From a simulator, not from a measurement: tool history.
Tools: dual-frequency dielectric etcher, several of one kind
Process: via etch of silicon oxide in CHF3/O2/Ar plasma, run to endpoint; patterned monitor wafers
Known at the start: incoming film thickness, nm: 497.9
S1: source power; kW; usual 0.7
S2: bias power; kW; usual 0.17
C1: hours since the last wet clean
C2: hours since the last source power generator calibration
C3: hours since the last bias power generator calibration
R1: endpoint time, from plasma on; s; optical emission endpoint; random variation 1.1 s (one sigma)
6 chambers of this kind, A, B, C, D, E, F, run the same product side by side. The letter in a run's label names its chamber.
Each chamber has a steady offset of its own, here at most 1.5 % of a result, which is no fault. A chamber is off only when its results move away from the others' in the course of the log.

run,hour,S1,S2,C1,C2,C3,R1
1E,12.5,0.7,0.17,363.8,897.2,936.1,244.51
2C,22.7,0.7,0.17,122.2,571.3,2288,241.24
3A,34.6,0.7,0.17,71.3,2027.9,1312.5,241.95
4D,45.7,0.7,0.17,156.6,3111.1,845.6,239.89
5B,52.1,0.7,0.17,141.2,1751.9,3181.8,241.54
6F,58.2,0.62,0.185,359.6,1138.1,1112.5,243.49
7C,71.4,0.62,0.185,170.9,620,2336.7,245.88
8D,77.1,0.62,0.185,188,3142.5,877,246.71
9B,86.4,0.62,0.185,175.5,1786.2,3216.1,243
10E,94.7,0.62,0.185,446,979.4,1018.3,249.35
11F,103.8,0.62,0.185,405.2,1183.7,1158.1,246.74
12A,116.1,0.7,0.17,152.8,2109.4,1394,240.81
13F,122.1,0.7,0.17,423.5,1202,1176.4,241.66
# hour 130.3: chamber E: wet clean of the chamber
14C,131,0.7,0.17,230.5,679.6,2396.3,241.52
15B,141.5,0.7,0.17,230.6,1841.3,3271.2,240.27
16A,148.8,0.7,0.17,185.5,2142.1,1426.7,242.33
17D,161.2,0.7,0.198,272.1,3226.6,961.1,231.4
18E,174,0.7,0.198,43.7,1058.7,1097.6,231.09
19F,180.6,0.7,0.198,482,1260.5,1234.9,229.28
20C,193.1,0.7,0.198,292.6,741.7,2458.4,231.09
21B,200.7,0.7,0.198,289.8,1900.5,3330.4,226.64
22A,211.7,0.7,0.198,248.4,2205,1489.6,229.75
23D,218.2,0.64,0.145,329.1,3283.6,1018.1,268.84
24E,227.9,0.64,0.145,97.6,1112.6,1151.5,267.83
25B,240.1,0.64,0.145,329.2,1939.9,3369.8,263.21
# hour 241.7: chamber F: wet clean of the chamber
26F,252.2,0.64,0.145,10.5,1332.1,1306.5,260.71
27E,258.8,0.64,0.145,128.5,1143.5,1182.4,266.72
28C,269.8,0.64,0.145,369.3,818.4,2535.1,266.52
29A,276.8,0.7,0.203,313.5,2270.1,1554.7,230.13
30D,288.6,0.7,0.203,399.5,3354,1088.5,233.16
31A,297.2,0.7,0.203,333.9,2290.5,1575.1,226.4
32C,309.4,0.7,0.203,408.9,858,2574.7,229.03
33E,320.3,0.7,0.203,190,1205,1243.9,230.77
# hour 324.6: chamber B: wet clean of the chamber
34D,326.8,0.7,0.203,437.7,3392.2,1126.7,234.12
35B,338,0.7,0.17,13.5,2037.8,3467.7,240.07
36F,344.3,0.86,0.15,102.6,1424.2,1398.6,232.59
37C,354,0.86,0.15,453.5,902.6,2619.3,233.09
38D,362.7,0.86,0.15,473.6,3428.1,1162.6,242.72

What goes on in this fleet: one chamber off, a drifting gauge, or nothing beyond the chambers' own small offsets? Name the chamber and the cause, if any.

Chamber D drifts away from the others.
Cause: etch rate under this chamber's usual, % = 4.19.

Here are 4 candidates for chamber D's next run, each the usual settings with a change, their results left as question marks. Which one brings its results back in line with what the others give on the usual settings?
In line means no further than this from the other chambers' mean on the usual settings: R1 3.9 s
39D-1,372.2,0.63,0.157,,,,?
39D-2,372.2,0.7,0.189,,,,?
39D-3,372.2,0.77,0.183,,,,?
39D-4,372.2,0.63,0.17,,,,?

The other chambers' mean on the usual settings: R1 241.78 s
run,R1
39D-1,268.78
39D-2,242.51
39D-3,236.25
39D-4,261.8
39D-2 brings the chamber back in line.

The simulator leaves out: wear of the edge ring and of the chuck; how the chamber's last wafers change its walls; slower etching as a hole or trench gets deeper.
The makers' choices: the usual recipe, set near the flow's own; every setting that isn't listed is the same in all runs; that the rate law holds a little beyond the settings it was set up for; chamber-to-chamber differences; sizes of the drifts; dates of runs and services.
